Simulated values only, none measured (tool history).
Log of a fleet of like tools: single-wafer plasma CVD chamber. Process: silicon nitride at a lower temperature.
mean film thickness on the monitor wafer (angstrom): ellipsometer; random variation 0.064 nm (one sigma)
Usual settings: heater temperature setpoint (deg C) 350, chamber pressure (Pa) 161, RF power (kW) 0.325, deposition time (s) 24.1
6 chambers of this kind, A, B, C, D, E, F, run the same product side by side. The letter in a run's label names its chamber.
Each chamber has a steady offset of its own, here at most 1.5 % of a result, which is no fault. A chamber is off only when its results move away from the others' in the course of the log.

| run | hour | heater temperature setpoint (deg C) | chamber pressure (Pa) | RF power (kW) | deposition time (s) | hours since the last thermocouple change | hours since the last RF generator calibration | hours since the last manometer calibration | read-back reference wafer on the same gauge, thickness_nm | mean film thickness on the monitor wafer (angstrom) |
|---|---|---|---|---|---|---|---|---|---|---|
| 1B | 5 | 350 | 161 | 0.325 | 24.1 | 1264.9 | 1040.4 | 469 | 29.494 | 278.74 |
| 2F | 9.6 | 350 | 161 | 0.325 | 24.1 | 1501.4 | 9.7 | 2689.1 | 29.515 | 273.13 |
| 3D | 15.7 | 350 | 161 | 0.325 | 24.1 | 523.3 | 363.4 | 464.1 | 29.486 | 276.25 |
| 4C | 23.7 | 350 | 161 | 0.325 | 24.1 | 1987.6 | 1479.8 | 298.6 | 29.501 | 272.93 |
|  | 27.4 | chamber B: RF generator calibrated |
| 5A | 28.3 | 350 | 161 | 0.325 | 24.1 | 2730.3 | 1207.6 | 932.6 | 29.489 | 272.07 |
| 6E | 32.8 | 350 | 161 | 0.325 | 24.1 | 1185.4 | 919.8 | 1354 | 29.496 | 272.58 |
| 7F | 38 | 350 | 161 | 0.325 | 24.1 | 1529.8 | 38.1 | 2717.5 | 29.512 | 273.46 |
| 8C | 45.9 | 350 | 161 | 0.325 | 24.1 | 2009.8 | 1502 | 320.8 | 29.483 | 272.71 |
| 9E | 52.2 | 350 | 161 | 0.325 | 24.1 | 1204.8 | 939.2 | 1373.4 | 29.51 | 272.52 |
| 10B | 56.3 | 364 | 161 | 0.325 | 20.9 | 1316.2 | 29 | 520.3 | 29.499 | 240.28 |
| 11A | 62 | 364 | 161 | 0.325 | 20.9 | 2764 | 1241.3 | 966.3 | 29.485 | 234.5 |
| 12D | 66.6 | 364 | 161 | 0.325 | 20.9 | 574.2 | 414.3 | 515 | 29.513 | 237.99 |
| 13E | 74.3 | 364 | 161 | 0.325 | 20.9 | 1226.9 | 961.3 | 1395.5 | 29.491 | 236.45 |
| 14B | 78.4 | 364 | 161 | 0.325 | 20.9 | 1338.3 | 51.1 | 542.4 | 29.51 | 239.49 |
| 15F | 85.9 | 364 | 161 | 0.325 | 20.9 | 1577.7 | 86 | 2765.4 | 29.497 | 236.68 |
| 16D | 93.6 | 350 | 161 | 0.325 | 24.1 | 601.2 | 441.3 | 542 | 29.49 | 274.88 |
| 17A | 101.4 | 350 | 161 | 0.325 | 26.6 | 2803.4 | 1280.7 | 1005.7 | 29.489 | 300.63 |
|  | 101.7 | chamber A: capacitance manometer re-zeroed and calibrated |
| 18C | 107.8 | 350 | 161 | 0.325 | 26.6 | 2071.7 | 1563.9 | 382.7 | 29.502 | 302.18 |
| 19E | 114.6 | 350 | 161 | 0.325 | 26.6 | 1267.2 | 1001.6 | 1435.8 | 29.482 | 301.68 |
| 20C | 121.2 | 350 | 161 | 0.325 | 26.6 | 2085.1 | 1577.3 | 396.1 | 29.496 | 302.63 |
| 21F | 126.4 | 350 | 161 | 0.325 | 26.6 | 1618.2 | 126.5 | 2805.9 | 29.511 | 303.05 |
| 22B | 130.7 | 350 | 161 | 0.325 | 26.6 | 1390.6 | 103.4 | 594.7 | 29.51 | 307.82 |
| 23A | 138.3 | 350 | 161 | 0.325 | 24.1 | 2840.3 | 1317.6 | 36.6 | 29.504 | 266.28 |
| 24D | 143.9 | 350 | 161 | 0.325 | 24.1 | 651.5 | 491.6 | 592.3 | 29.5 | 274.55 |
| 25F | 151.5 | 350 | 161 | 0.325 | 24.1 | 1643.3 | 151.6 | 2831 | 29.5 | 275.36 |
|  | 153.4 | chamber E: RF generator calibrated |
| 26A | 155.5 | 350 | 161 | 0.325 | 24.1 | 2857.5 | 1334.8 | 53.8 | 29.522 | 265.86 |
| 27B | 160.5 | 350 | 161 | 0.325 | 24.1 | 1420.4 | 133.2 | 624.5 | 29.516 | 279.65 |
| 28E | 165.9 | 350 | 161 | 0.325 | 24.1 | 1318.5 | 12.5 | 1487.1 | 29.506 | 272.8 |
| 29D | 173.6 | 350 | 161 | 0.325 | 24.1 | 681.2 | 521.3 | 622 | 29.484 | 276.42 |
| 30C | 179.6 | 350 | 161 | 0.325 | 24.1 | 2143.5 | 1635.7 | 454.5 | 29.495 | 273.82 |
|  | 181.2 | chamber A: thermocouple changed; heater temperature recalibrated |
| 31A | 184.1 | 350 | 161 | 0.325 | 24.1 | 2.9 | 1363.4 | 82.4 | 29.519 | 265.77 |
| 32E | 189.9 | 361 | 161 | 0.325 | 24.1 | 1342.5 | 36.5 | 1511.1 | 29.504 | 272.27 |
|  | 194.5 | chamber F: capacitance manometer re-zeroed and calibrated |
| 33F | 197.9 | 361 | 161 | 0.325 | 24.1 | 1689.7 | 198 | 3.4 | 29.511 | 274.69 |
| 34D | 205.5 | 361 | 161 | 0.325 | 24.1 | 713.1 | 553.2 | 653.9 | 29.513 | 273.7 |
| 35C | 211.1 | 361 | 161 | 0.325 | 24.1 | 2175 | 1667.2 | 486 | 29.508 | 272.79 |
| 36B | 215.6 | 361 | 161 | 0.325 | 24.1 | 1475.5 | 188.3 | 679.6 | 29.51 | 277.54 |
| 37C | 221.8 | 361 | 161 | 0.325 | 24.1 | 2185.7 | 1677.9 | 496.7 | 29.493 | 272.35 |
| 38D | 229.4 | 350 | 161 | 0.325 | 24.1 | 737 | 577.1 | 677.8 | 29.513 | 274.85 |
| 39B | 235.8 | 350 | 161 | 0.325 | 24.1 | 1495.7 | 208.5 | 699.8 | 29.508 | 278.74 |
| 40A | 239.4 | 350 | 161 | 0.325 | 24.1 | 58.2 | 1418.7 | 137.7 | 29.5 | 266.33 |

Next, every chamber runs the same settings. What will each give?
| 41A | 245.1 | 357 | 161 | 0.325 | 24.1 |  |  |  |  | ? |
| 41B | 245.1 | 357 | 161 | 0.325 | 24.1 |  |  |  |  | ? |
| 41C | 245.1 | 357 | 161 | 0.325 | 24.1 |  |  |  |  | ? |
| 41D | 245.1 | 357 | 161 | 0.325 | 24.1 |  |  |  |  | ? |
| 41E | 245.1 | 357 | 161 | 0.325 | 24.1 |  |  |  |  | ? |
| 41F | 245.1 | 357 | 161 | 0.325 | 24.1 |  |  |  |  | ? |

| run | mean film thickness on the monitor wafer (angstrom) |
|---|---|
| 41A | 265.87 |
| 41B | 277.93 |
| 41C | 273.53 |
| 41D | 274.34 |
| 41E | 271.69 |
| 41F | 274.28 |
